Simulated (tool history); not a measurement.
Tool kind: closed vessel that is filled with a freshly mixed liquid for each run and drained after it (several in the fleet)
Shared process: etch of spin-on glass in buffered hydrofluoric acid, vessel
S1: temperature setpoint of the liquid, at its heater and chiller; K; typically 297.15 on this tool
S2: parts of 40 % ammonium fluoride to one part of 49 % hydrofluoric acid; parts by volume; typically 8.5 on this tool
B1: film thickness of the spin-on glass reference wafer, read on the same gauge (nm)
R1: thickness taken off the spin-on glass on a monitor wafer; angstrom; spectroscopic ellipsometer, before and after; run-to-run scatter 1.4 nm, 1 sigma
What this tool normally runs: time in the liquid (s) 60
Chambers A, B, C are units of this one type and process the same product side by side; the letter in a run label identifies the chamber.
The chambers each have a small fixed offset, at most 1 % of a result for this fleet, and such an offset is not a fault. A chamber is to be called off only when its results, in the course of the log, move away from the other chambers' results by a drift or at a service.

run 1C hour=5.5 | S1=297.15 S2=8.5 time_in_the_liquid_(s)=60 | B1=119.98 | R1=3116.9
run 2A hour=12.6 | S1=297.15 S2=8.5 time_in_the_liquid_(s)=60 | B1=119.99 | R1=3115.2
run 3B hour=21.6 | S1=297.15 S2=8.5 time_in_the_liquid_(s)=60 | B1=120.01 | R1=3078.2
run 4C hour=30.5 | S1=297.15 S2=8.5 time_in_the_liquid_(s)=60 | B1=119.98 | R1=3118.9
run 5B hour=39.4 | S1=297.15 S2=8.5 time_in_the_liquid_(s)=60 | B1=120.02 | R1=3074.9
run 6A hour=48.2 | S1=297.15 S2=8.5 time_in_the_liquid_(s)=60 | B1=119.97 | R1=3138.1
run 7A hour=57.2 | S1=297.15 S2=8.5 time_in_the_liquid_(s)=60 | B1=120 | R1=3115.8
run 8B hour=64.6 | S1=297.15 S2=8.5 time_in_the_liquid_(s)=60 | B1=120.02 | R1=3045.2
run 9C hour=74.7 | S1=297.15 S2=11 time_in_the_liquid_(s)=45 | B1=120 | R1=1872.2
run 10C hour=82 | S1=297.15 S2=11 time_in_the_liquid_(s)=45 | B1=120.04 | R1=1879.7
run 11A hour=90.5 | S1=297.15 S2=11 time_in_the_liquid_(s)=45 | B1=119.94 | R1=1894
run 12B hour=95.6 | S1=297.15 S2=8.5 time_in_the_liquid_(s)=60 | B1=119.96 | R1=3023.2
run 13C hour=101.4 | S1=297.15 S2=8.5 time_in_the_liquid_(s)=60 | B1=120.05 | R1=3111.8
run 14B hour=109.5 | S1=297.15 S2=8.5 time_in_the_liquid_(s)=60 | B1=120.04 | R1=3004.9
run 15A hour=119.6 | S1=297.15 S2=8.5 time_in_the_liquid_(s)=60 | B1=120.01 | R1=3102.1
run 16C hour=127 | S1=297.15 S2=8.5 time_in_the_liquid_(s)=60 | B1=119.98 | R1=3120
run 17A hour=135.8 | S1=297.15 S2=8.5 time_in_the_liquid_(s)=60 | B1=119.99 | R1=3100.3
run 18B hour=144.7 | S1=297.15 S2=10 time_in_the_liquid_(s)=30 | B1=119.99 | R1=1295
run 19B hour=153 | S1=297.15 S2=10 time_in_the_liquid_(s)=30 | B1=120.05 | R1=1305.1
run 20C hour=162 | S1=297.15 S2=10 time_in_the_liquid_(s)=30 | B1=120.01 | R1=1357.4

One chamber off, gauge drift, or nothing amiss beyond the chambers' own small offsets? If it is a chamber, which one, and what is the likeliest cause?

Little by little, chamber B moves away from the other chambers.
Likeliest cause: liquid colder than its thermometer reads (K) = 0.822.
Not necessarily distinguishable in this log from: hydrofluoric acid flow below the setpoint (%).

Which of the 4 candidates below, each the usual settings with something changed and its results left as question marks, puts chamber B back in line with what the other chambers give on the usual settings?
Allowed miss from the other chambers' usual-settings mean, per result, to count as in line: R1 50 angstrom
run 21B-1 hour=169.3 | S1=295.65 S2=8.5 time_in_the_liquid_(s)=60 | R1=?
run 21B-2 hour=169.3 | S1=297.15 S2=8.5 time_in_the_liquid_(s)=65 | R1=?
run 21B-3 hour=169.3 | S1=298.15 S2=8.5 time_in_the_liquid_(s)=60 | R1=?
run 21B-4 hour=169.3 | S1=296.15 S2=8.5 time_in_the_liquid_(s)=60 | R1=?

Average result of the remaining chambers running the usual settings: R1 3115 angstrom
run=21B-1 R1=2711
run=21B-2 R1=3186.2
run=21B-3 R1=3102.8
run=21B-4 R1=2785.4
The answer is 21B-3, which returns the chamber to within the allowed miss of the others.
